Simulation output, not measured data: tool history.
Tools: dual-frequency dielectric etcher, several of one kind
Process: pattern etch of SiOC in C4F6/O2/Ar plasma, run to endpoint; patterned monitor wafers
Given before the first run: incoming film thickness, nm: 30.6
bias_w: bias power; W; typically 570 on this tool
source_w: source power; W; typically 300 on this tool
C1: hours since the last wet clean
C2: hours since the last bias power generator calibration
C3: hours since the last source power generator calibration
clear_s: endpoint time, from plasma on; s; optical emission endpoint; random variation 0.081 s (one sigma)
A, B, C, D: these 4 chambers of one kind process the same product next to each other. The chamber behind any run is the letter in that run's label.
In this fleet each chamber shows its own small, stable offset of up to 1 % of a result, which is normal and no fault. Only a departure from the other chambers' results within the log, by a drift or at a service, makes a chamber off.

run 1B hour=10.6 | bias_w=570 source_w=300 | C1=134.9 C2=2306.1 C3=551 | clear_s=11.028
run 2A hour=19.7 | bias_w=570 source_w=300 | C1=206.8 C2=3050.8 C3=1274 | clear_s=11.037
run 3C hour=32 | bias_w=570 source_w=300 | C1=283.1 C2=1186.3 C3=493.7 | clear_s=10.794
run 4D hour=40.6 | bias_w=570 source_w=300 | C1=385 C2=3158.1 C3=1230.8 | clear_s=10.971
run 5C hour=57.1 | bias_w=570 source_w=300 | C1=308.2 C2=1211.4 C3=518.8 | clear_s=10.761
run 6A hour=69.5 | bias_w=570 source_w=300 | C1=256.6 C2=3100.6 C3=1323.8 | clear_s=11.109
run 7D hour=80.4 | bias_w=570 source_w=300 | C1=424.8 C2=3197.9 C3=1270.6 | clear_s=10.982
run 8B hour=89.6 | bias_w=570 source_w=300 | C1=213.9 C2=2385.1 C3=630 | clear_s=10.751
run 9C hour=97.5 | bias_w=570 source_w=300 | C1=348.6 C2=1251.8 C3=559.2 | clear_s=10.953
run 10D hour=105.4 | bias_w=570 source_w=300 | C1=449.8 C2=3222.9 C3=1295.6 | clear_s=10.909
run 11B hour=117.2 | bias_w=570 source_w=300 | C1=241.5 C2=2412.7 C3=657.6 | clear_s=10.926
-- hour=121.4 chamber C: wet clean of the chamber
run 12A hour=126.3 | bias_w=570 source_w=260 | C1=313.4 C2=3157.4 C3=1380.6 | clear_s=11.516
run 13D hour=140.8 | bias_w=570 source_w=260 | C1=485.2 C2=3258.3 C3=1331 | clear_s=11.559
run 14A hour=149.1 | bias_w=570 source_w=260 | C1=336.2 C2=3180.2 C3=1403.4 | clear_s=11.592
run 15C hour=165.7 | bias_w=570 source_w=260 | C1=44.4 C2=1320 C3=627.4 | clear_s=12.066
run 16B hour=178.8 | bias_w=570 source_w=300 | C1=303.1 C2=2474.3 C3=719.2 | clear_s=10.956
run 17C hour=195.4 | bias_w=570 source_w=300 | C1=74.1 C2=1349.7 C3=657.1 | clear_s=11.199
run 18B hour=208.1 | bias_w=570 source_w=300 | C1=332.4 C2=2503.6 C3=748.5 | clear_s=11.127
run 19D hour=216.7 | bias_w=526 source_w=370 | C1=561.1 C2=3334.2 C3=1406.9 | clear_s=10.406
run 20A hour=228.6 | bias_w=526 source_w=370 | C1=415.7 C2=3259.7 C3=1482.9 | clear_s=10.44
run 21A hour=242.1 | bias_w=526 source_w=370 | C1=429.2 C2=3273.2 C3=1496.4 | clear_s=10.639
run 22B hour=254 | bias_w=526 source_w=370 | C1=378.3 C2=2549.5 C3=794.4 | clear_s=10.357
-- hour=254.3 chamber B: wet clean of the chamber
-- hour=265.1 chamber D: wet clean of the chamber
-- hour=267.9 chamber A: wet clean of the chamber
run 23D hour=270.4 | bias_w=570 source_w=300 | C1=5.3 C2=3387.9 C3=1460.6 | clear_s=10.903
run 24C hour=285.9 | bias_w=570 source_w=300 | C1=164.6 C2=1440.2 C3=747.6 | clear_s=11.374
run 25A hour=298.2 | bias_w=570 source_w=300 | C1=30.4 C2=3329.3 C3=1552.5 | clear_s=11.065
run 26C hour=313.5 | bias_w=570 source_w=300 | C1=192.2 C2=1467.8 C3=775.2 | clear_s=11.314
run 27D hour=322.7 | bias_w=570 source_w=300 | C1=57.6 C2=3440.2 C3=1512.9 | clear_s=11.047
run 28B hour=336.5 | bias_w=570 source_w=300 | C1=82.3 C2=2632 C3=876.9 | clear_s=11.001
run 29B hour=350.2 | bias_w=570 source_w=300 | C1=96 C2=2645.7 C3=890.6 | clear_s=10.954

Read the log: is a single chamber off, either drifting away or since a service, is the gauge that measures every chamber drifting, or is nothing wrong beyond small per-chamber offsets? Name any odd chamber and what most likely caused it.

After it was serviced, chamber C no longer matches the other chambers.
Most likely cause: etch rate under this chamber's usual, % = 3.73.

Here are 4 candidates for chamber C's next run, each the usual settings with a change, their results left as question marks. Which one brings its results back in line with what the others give on the usual settings?
Counts as in line when no further than this from what the other chambers average on the usual settings: clear_s 0.28 s
run 30C-1 hour=362.1 | bias_w=688 source_w=300 | clear_s=?
run 30C-2 hour=362.1 | bias_w=595 source_w=310 | clear_s=?
run 30C-3 hour=362.1 | bias_w=520 source_w=300 | clear_s=?
run 30C-4 hour=362.1 | bias_w=511 source_w=270 | clear_s=?

Usual-settings mean across the other chambers: clear_s 10.961 s
run=30C-1 clear_s=10.528
run=30C-2 clear_s=11.01
run=30C-3 clear_s=11.729
run=30C-4 clear_s=12.265
Change 30C-2 lands the chamber within the allowed miss of the other chambers.

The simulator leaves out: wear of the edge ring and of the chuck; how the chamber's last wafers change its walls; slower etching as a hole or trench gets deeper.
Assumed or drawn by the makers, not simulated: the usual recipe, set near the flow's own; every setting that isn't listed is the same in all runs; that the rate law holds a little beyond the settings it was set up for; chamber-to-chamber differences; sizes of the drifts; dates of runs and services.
